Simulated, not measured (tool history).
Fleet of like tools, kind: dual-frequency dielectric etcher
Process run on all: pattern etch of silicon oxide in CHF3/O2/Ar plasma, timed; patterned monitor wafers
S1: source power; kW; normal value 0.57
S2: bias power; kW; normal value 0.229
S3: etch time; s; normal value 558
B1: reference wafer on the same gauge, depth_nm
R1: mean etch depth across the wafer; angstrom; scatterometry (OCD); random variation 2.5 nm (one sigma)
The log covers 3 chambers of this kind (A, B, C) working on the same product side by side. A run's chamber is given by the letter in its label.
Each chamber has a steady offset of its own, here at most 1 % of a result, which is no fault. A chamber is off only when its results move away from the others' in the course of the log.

run	hour	S1	S2	S3	B1	R1
1B	6	0.57	0.229	558	1059.8	11826
2C	10.9	0.57	0.229	558	1060.4	11674
3A	18.2	0.57	0.229	558	1060.1	11622
4B	26.5	0.57	0.229	558	1059.9	11786
5C	34.6	0.57	0.229	558	1060	11740
6A	40.7	0.57	0.229	558	1060.2	11623
7A	44.8	0.57	0.229	558	1059.6	11660
8C	50.8	0.57	0.229	558	1060	11711
9B	55	0.57	0.229	558	1060	11772
10B	60.6	0.57	0.229	558	1059.7	11845
11A	64.9	0.57	0.229	558	1059.9	11615
12C	69.7	0.57	0.229	558	1060.1	11745
13A	77.4	0.57	0.229	558	1060.3	11626
14C	81.6	0.57	0.229	558	1059.5	11694
# hour 87.3: chamber B: wet clean of the chamber
15B	87.4	0.57	0.229	558	1060.4	11488
16B	96.3	0.57	0.229	691	1059.2	14259
17C	104.5	0.57	0.229	691	1059.7	14445
18A	112.4	0.57	0.229	691	1059.6	14412
19C	116.5	0.57	0.229	558	1059.6	11726
20B	124.6	0.57	0.229	558	1059.8	11447
21A	133	0.57	0.255	672.5	1059.8	14618
22B	141.9	0.57	0.255	672.5	1060	14398
23A	148.5	0.57	0.255	672.5	1059.8	14519
24C	153.6	0.57	0.229	558	1060.1	11718
25C	160.3	0.57	0.229	558	1059.7	11718
26A	164.9	0.57	0.229	558	1059.9	11657
27B	169.8	0.57	0.229	558	1059.8	11524
28C	175.2	0.57	0.229	558	1060.1	11744
# hour 177.3: chamber C: source power generator calibrated
29A	182	0.57	0.229	558	1060.7	11641
30B	186	0.57	0.229	558	1060.1	11479
31C	193.6	0.57	0.229	558	1059.9	11711
32A	199	0.57	0.229	558	1059.9	11644
33B	203.8	0.57	0.229	558	1059.9	11498
34B	210.9	0.57	0.229	558	1060.6	11496

All 3 chambers run these settings next. Forecast each chamber's results:
35A	217.5	0.68	0.229	558		?
35B	217.5	0.68	0.229	558		?
35C	217.5	0.68	0.229	558		?

run	R1
35A	12443
35B	12312
35C	12542
